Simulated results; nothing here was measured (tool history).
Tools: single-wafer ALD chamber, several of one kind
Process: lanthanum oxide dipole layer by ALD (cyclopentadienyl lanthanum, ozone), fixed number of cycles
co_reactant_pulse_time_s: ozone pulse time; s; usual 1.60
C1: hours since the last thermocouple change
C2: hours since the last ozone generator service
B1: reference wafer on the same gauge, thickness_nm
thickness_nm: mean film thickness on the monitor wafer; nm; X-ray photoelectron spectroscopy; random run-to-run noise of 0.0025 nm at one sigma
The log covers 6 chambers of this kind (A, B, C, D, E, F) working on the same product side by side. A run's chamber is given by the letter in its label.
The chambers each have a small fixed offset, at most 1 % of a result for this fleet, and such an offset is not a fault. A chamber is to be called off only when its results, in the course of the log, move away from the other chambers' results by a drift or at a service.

{"run": "1F", "hour": 5.0, "co_reactant_pulse_time_s": 1.6, "C1": 710.7, "C2": 1566.7, "B1": 0.58722, "thickness_nm": 0.55842}
{"run": "2C", "hour": 9.4, "co_reactant_pulse_time_s": 1.6, "C1": 553.5, "C2": 946.6, "B1": 0.5869, "thickness_nm": 0.55656}
{"run": "3A", "hour": 18.4, "co_reactant_pulse_time_s": 1.6, "C1": 293.2, "C2": 857.9, "B1": 0.58693, "thickness_nm": 0.56048}
{"run": "4B", "hour": 24.0, "co_reactant_pulse_time_s": 1.6, "C1": 631.4, "C2": 533.6, "B1": 0.58706, "thickness_nm": 0.55096}
{"run": "5E", "hour": 29.9, "co_reactant_pulse_time_s": 1.6, "C1": 192.5, "C2": 151.8, "B1": 0.58632, "thickness_nm": 0.55287}
{"run": "6D", "hour": 38.4, "co_reactant_pulse_time_s": 1.6, "C1": 2104.5, "C2": 1113.0, "B1": 0.58698, "thickness_nm": 0.54955}
{"run": "7E", "hour": 43.8, "co_reactant_pulse_time_s": 1.6, "C1": 206.4, "C2": 165.7, "B1": 0.58751, "thickness_nm": 0.5586}
{"run": "8D", "hour": 52.9, "co_reactant_pulse_time_s": 1.6, "C1": 2119.0, "C2": 1127.5, "B1": 0.58646, "thickness_nm": 0.55142}
{"run": "9C", "hour": 57.7, "co_reactant_pulse_time_s": 1.6, "C1": 601.8, "C2": 994.9, "B1": 0.58715, "thickness_nm": 0.549}
{"run": "10B", "hour": 63.1, "co_reactant_pulse_time_s": 1.6, "C1": 670.5, "C2": 572.7, "B1": 0.58702, "thickness_nm": 0.55349}
{"run": "11F", "hour": 69.5, "co_reactant_pulse_time_s": 1.6, "C1": 775.2, "C2": 1631.2, "B1": 0.58678, "thickness_nm": 0.55928}
{"run": "12A", "hour": 73.7, "co_reactant_pulse_time_s": 1.6, "C1": 348.5, "C2": 913.2, "B1": 0.58655, "thickness_nm": 0.55643}
{"run": "13D", "hour": 79.8, "co_reactant_pulse_time_s": 1.6, "C1": 2145.9, "C2": 1154.4, "B1": 0.58671, "thickness_nm": 0.5522}
{"hour": 80.8, "done": "chamber C: ozone generator serviced"}
{"hour": 82.0, "done": "chamber F: ozone generator serviced"}
{"run": "14B", "hour": 85.4, "co_reactant_pulse_time_s": 1.6, "C1": 692.8, "C2": 595.0, "B1": 0.58761, "thickness_nm": 0.55147}
{"run": "15C", "hour": 94.1, "co_reactant_pulse_time_s": 1.6, "C1": 638.2, "C2": 13.3, "B1": 0.58668, "thickness_nm": 0.55317}
{"run": "16A", "hour": 100.4, "co_reactant_pulse_time_s": 1.6, "C1": 375.2, "C2": 939.9, "B1": 0.58677, "thickness_nm": 0.55726}
{"run": "17E", "hour": 108.1, "co_reactant_pulse_time_s": 1.6, "C1": 270.7, "C2": 230.0, "B1": 0.58674, "thickness_nm": 0.55663}
{"run": "18F", "hour": 112.4, "co_reactant_pulse_time_s": 1.6, "C1": 818.1, "C2": 30.4, "B1": 0.58684, "thickness_nm": 0.55689}
{"run": "19A", "hour": 120.5, "co_reactant_pulse_time_s": 1.6, "C1": 395.3, "C2": 960.0, "B1": 0.58699, "thickness_nm": 0.55726}
{"run": "20D", "hour": 128.4, "co_reactant_pulse_time_s": 1.6, "C1": 2194.5, "C2": 1203.0, "B1": 0.5867, "thickness_nm": 0.54908}
{"run": "21E", "hour": 136.3, "co_reactant_pulse_time_s": 1.6, "C1": 298.9, "C2": 258.2, "B1": 0.58725, "thickness_nm": 0.55629}
{"run": "22C", "hour": 144.2, "co_reactant_pulse_time_s": 1.6, "C1": 688.3, "C2": 63.4, "B1": 0.58671, "thickness_nm": 0.55218}
{"run": "23F", "hour": 151.3, "co_reactant_pulse_time_s": 1.6, "C1": 857.0, "C2": 69.3, "B1": 0.58675, "thickness_nm": 0.56203}
{"run": "24B", "hour": 159.0, "co_reactant_pulse_time_s": 1.6, "C1": 766.4, "C2": 668.6, "B1": 0.58748, "thickness_nm": 0.5539}
{"run": "25F", "hour": 163.8, "co_reactant_pulse_time_s": 1.6, "C1": 869.5, "C2": 81.8, "B1": 0.58635, "thickness_nm": 0.5609}
{"run": "26D", "hour": 172.3, "co_reactant_pulse_time_s": 1.6, "C1": 2238.4, "C2": 1246.9, "B1": 0.58786, "thickness_nm": 0.55951}
{"run": "27E", "hour": 180.9, "co_reactant_pulse_time_s": 1.6, "C1": 343.5, "C2": 302.8, "B1": 0.58666, "thickness_nm": 0.55314}
{"run": "28B", "hour": 185.0, "co_reactant_pulse_time_s": 1.6, "C1": 792.4, "C2": 694.6, "B1": 0.58724, "thickness_nm": 0.55393}
{"run": "29A", "hour": 193.4, "co_reactant_pulse_time_s": 1.6, "C1": 468.2, "C2": 1032.9, "B1": 0.5869, "thickness_nm": 0.55744}
{"run": "30C", "hour": 200.9, "co_reactant_pulse_time_s": 1.6, "C1": 745.0, "C2": 120.1, "B1": 0.58733, "thickness_nm": 0.55888}
{"run": "31B", "hour": 204.9, "co_reactant_pulse_time_s": 1.6, "C1": 812.3, "C2": 714.5, "B1": 0.58673, "thickness_nm": 0.55284}
{"run": "32A", "hour": 211.2, "co_reactant_pulse_time_s": 1.6, "C1": 486.0, "C2": 1050.7, "B1": 0.58662, "thickness_nm": 0.56162}
{"run": "33D", "hour": 215.5, "co_reactant_pulse_time_s": 1.6, "C1": 2281.6, "C2": 1290.1, "B1": 0.5871, "thickness_nm": 0.5548}
{"run": "34C", "hour": 223.7, "co_reactant_pulse_time_s": 2.2, "C1": 767.8, "C2": 142.9, "B1": 0.58721, "thickness_nm": 0.5679}
{"run": "35F", "hour": 229.5, "co_reactant_pulse_time_s": 2.2, "C1": 935.2, "C2": 147.5, "B1": 0.58713, "thickness_nm": 0.57488}
{"run": "36E", "hour": 233.6, "co_reactant_pulse_time_s": 2.2, "C1": 396.2, "C2": 355.5, "B1": 0.58694, "thickness_nm": 0.57053}
{"run": "37F", "hour": 240.8, "co_reactant_pulse_time_s": 2.2, "C1": 946.5, "C2": 158.8, "B1": 0.58716, "thickness_nm": 0.5753}

All 6 chambers run these settings next. Forecast each chamber's results:
{"run": "38A", "hour": 247.4, "co_reactant_pulse_time_s": 1.18, "thickness_nm": "?"}
{"run": "38B", "hour": 247.4, "co_reactant_pulse_time_s": 1.18, "thickness_nm": "?"}
{"run": "38C", "hour": 247.4, "co_reactant_pulse_time_s": 1.18, "thickness_nm": "?"}
{"run": "38D", "hour": 247.4, "co_reactant_pulse_time_s": 1.18, "thickness_nm": "?"}
{"run": "38E", "hour": 247.4, "co_reactant_pulse_time_s": 1.18, "thickness_nm": "?"}
{"run": "38F", "hour": 247.4, "co_reactant_pulse_time_s": 1.18, "thickness_nm": "?"}

run=38A thickness_nm=0.51857
run=38B thickness_nm=0.51789
run=38C thickness_nm=0.52517
run=38D thickness_nm=0.51870
run=38E thickness_nm=0.52841
run=38F thickness_nm=0.52831
